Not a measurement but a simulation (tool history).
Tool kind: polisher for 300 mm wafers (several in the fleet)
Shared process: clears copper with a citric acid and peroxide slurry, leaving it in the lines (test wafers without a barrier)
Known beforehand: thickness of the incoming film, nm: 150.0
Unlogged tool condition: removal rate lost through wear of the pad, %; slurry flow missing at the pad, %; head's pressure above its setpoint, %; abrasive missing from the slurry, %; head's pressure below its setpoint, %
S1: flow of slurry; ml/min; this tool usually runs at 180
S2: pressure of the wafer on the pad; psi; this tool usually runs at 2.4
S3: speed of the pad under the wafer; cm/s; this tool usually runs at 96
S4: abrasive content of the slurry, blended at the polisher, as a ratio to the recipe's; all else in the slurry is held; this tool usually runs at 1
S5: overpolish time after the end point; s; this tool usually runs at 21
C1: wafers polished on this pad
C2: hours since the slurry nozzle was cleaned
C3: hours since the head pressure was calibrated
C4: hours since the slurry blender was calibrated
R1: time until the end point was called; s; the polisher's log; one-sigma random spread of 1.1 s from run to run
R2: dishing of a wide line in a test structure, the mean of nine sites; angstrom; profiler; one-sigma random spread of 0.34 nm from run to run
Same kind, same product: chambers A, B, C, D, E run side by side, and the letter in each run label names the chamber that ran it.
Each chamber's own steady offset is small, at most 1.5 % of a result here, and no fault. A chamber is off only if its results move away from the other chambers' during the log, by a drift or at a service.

run,hour,S1,S2,S3,S4,S5,C1,C2,C3,C4,R1,R2
# hour 2.6: chamber E: slurry nozzle cleaned
1B,5.5,180,2.4,96,1,21,261,307.6,686.3,7.3,71.634,286.6
2A,14.9,180,2.4,96,1,21,720,237.2,922.1,258.2,72.104,293.73
# hour 20.3: chamber C: worn pad replaced by a new one
3C,23.5,180,2.4,96,1,21,36,248.7,77.8,132.2,75.192,294.78
4D,28.6,180,2.4,96,1,21,444,600.4,484.4,116.7,73.098,287.43
5E,38.5,180,2.4,96,1,21,1196,35.9,315.3,283.9,72.101,285.54
6E,43.4,180,2.4,96,1,21,1251,40.8,320.2,288.8,71.98,291.15
# hour 44.3: chamber A: worn pad replaced by a new one
# hour 46.4: chamber A: head pressure recalibrated
7B,49.2,180,2.4,96,1,21,756,351.3,730,51,72.525,292.29
# hour 50.6: chamber E: worn pad replaced by a new one
# hour 53.3: chamber B: worn pad replaced by a new one
8C,58.4,180,2.4,96,1,21,431,283.6,112.7,167.1,71.914,291.3
9D,67,180,2.4,96,1,21,879,638.8,522.8,155.1,72.836,289.41
10A,71.8,180,2.4,96,1,21,311,294.1,25.4,315.1,71.674,291.71
# hour 77.1: chamber C: worn pad replaced by a new one
# hour 78.6: chamber D: worn pad replaced by a new one
11A,78.7,180,2.4,118,0.8,21,389,301,32.3,322,61.616,330.37
12D,86.5,180,2.4,118,0.8,21,90,658.3,542.3,174.6,63.146,321.36
13E,92.2,180,2.4,118,0.8,21,471,89.6,369,337.6,61.489,327.38
14C,98,180,2.4,118,0.8,21,236,323.2,152.3,206.7,61.794,323.73
15B,103,180,2.4,118,0.8,21,563,405.1,783.8,104.8,62.765,332.54
16C,113.1,180,2.4,96,1,21,407,338.3,167.4,221.8,73.533,290.43
# hour 115.4: chamber A: slurry blender recalibrated
# hour 115.6: chamber B: slurry nozzle cleaned
# hour 118.2: chamber C: slurry blender recalibrated
17B,119.1,180,2.4,96,1,21,745,3.6,799.9,120.9,74.031,292.15
# hour 120.9: chamber D: slurry nozzle cleaned
18E,129.2,180,2.4,96,1,21,890,126.6,406,374.6,74.635,292.48
19D,135.8,180,2.4,96,1,21,648,15,591.6,223.9,74.239,292.23
# hour 136.9: chamber B: worn pad replaced by a new one
# hour 139.2: chamber A: worn pad replaced by a new one
20A,142.5,180,2.4,96,1,21,38,364.8,96.1,27.2,72.48,293.17
# hour 146.8: chamber C: worn pad replaced by a new one
21A,151.5,180,2.4,96,1,21,140,373.8,105.1,36.2,71.028,290.88
22E,161,180,2.7,96,1,25,1250,158.4,437.8,406.4,64.27,370.06
23B,167.9,180,2.7,96,1,25,351,52.4,848.7,169.7,65.357,378.79
24D,173.5,180,2.7,96,1,25,1075,52.7,629.3,261.6,66.771,369.26
# hour 176.4: chamber C: slurry nozzle cleaned
# hour 180: chamber B: slurry blender recalibrated
# hour 182.8: chamber D: worn pad replaced by a new one
# hour 183.5: chamber E: worn pad replaced by a new one
25C,184,180,2.7,96,1,25,422,7.7,238.3,65.8,65.691,373.57
# hour 189.9: chamber E: head pressure recalibrated
26A,190.9,180,2.7,96,1,25,586,413.2,144.5,75.6,64.098,369.85
# hour 191.2: chamber E: slurry blender recalibrated
27C,198.6,180,2.4,96,1,21,587,22.3,252.9,80.4,73.951,290.83
# hour 200.1: chamber B: worn pad replaced by a new one
# hour 202.9: chamber C: worn pad replaced by a new one
28B,206.9,180,2.4,96,1,21,77,91.4,887.7,26.9,71.306,291.91
29D,216.9,180,2.4,96,1,21,386,96.1,672.7,305,71.981,287.58
# hour 218.2: chamber C: head pressure recalibrated
# hour 221.9: chamber A: worn pad replaced by a new one
30E,224.8,180,2.4,96,1,21,468,222.2,35,33.6,72.7,293.03
31C,233.4,180,2.4,96,1,21,346,57.1,15.2,115.2,73.939,290.51
32D,241.9,180,2.4,96,1,21,669,121.1,697.7,330,71.714,293.08
33E,247.3,180,2.4,96,1,21,722,244.7,57.5,56.1,71.233,291.72
34B,252.7,180,2.4,96,1,21,595,137.2,933.5,72.7,72.07,294.27
35A,258,180,2.4,96,1,21,409,480.3,211.6,142.7,72.127,290.13
# hour 262.6: chamber C: worn pad replaced by a new one
36A,265,180,2.4,96,1,21,488,487.3,218.6,149.7,73.002,292.73
37D,275,180,2.4,96,1,21,1044,154.2,730.8,363.1,73.394,294.98
# hour 281.2: chamber B: worn pad replaced by a new one
38B,284.4,180,2.4,96,1,21,37,168.9,965.2,104.4,71.45,295.99
39E,290.4,180,2.4,96,1,21,1210,287.8,100.6,99.2,72.784,293.48
# hour 292.3: chamber D: worn pad replaced by a new one
40C,300.7,180,2.4,96,1,21,431,124.4,82.5,182.5,72.508,291.79
# hour 302.9: chamber A: worn pad replaced by a new one
41D,309,180,2.4,96,1,29,189,188.2,764.8,397.1,73.289,375.26
# hour 310.5: chamber E: worn pad replaced by a new one
42A,316.7,180,2.4,96,1,29,156,539,270.3,201.4,71.996,380.26
43E,327.5,180,2.4,96,1,29,192,324.9,137.7,136.3,72.805,376.11

Next, every chamber runs the same settings. What will each give?
44A,335.3,205,2.4,96,1,21,,,,,?,?
44B,335.3,205,2.4,96,1,21,,,,,?,?
44C,335.3,205,2.4,96,1,21,,,,,?,?
44D,335.3,205,2.4,96,1,21,,,,,?,?
44E,335.3,205,2.4,96,1,21,,,,,?,?

run,R1,R2
44A,72.278,296.52
44B,72.096,289.64
44C,71.759,299.27
44D,72.749,293.16
44E,71.279,289.01
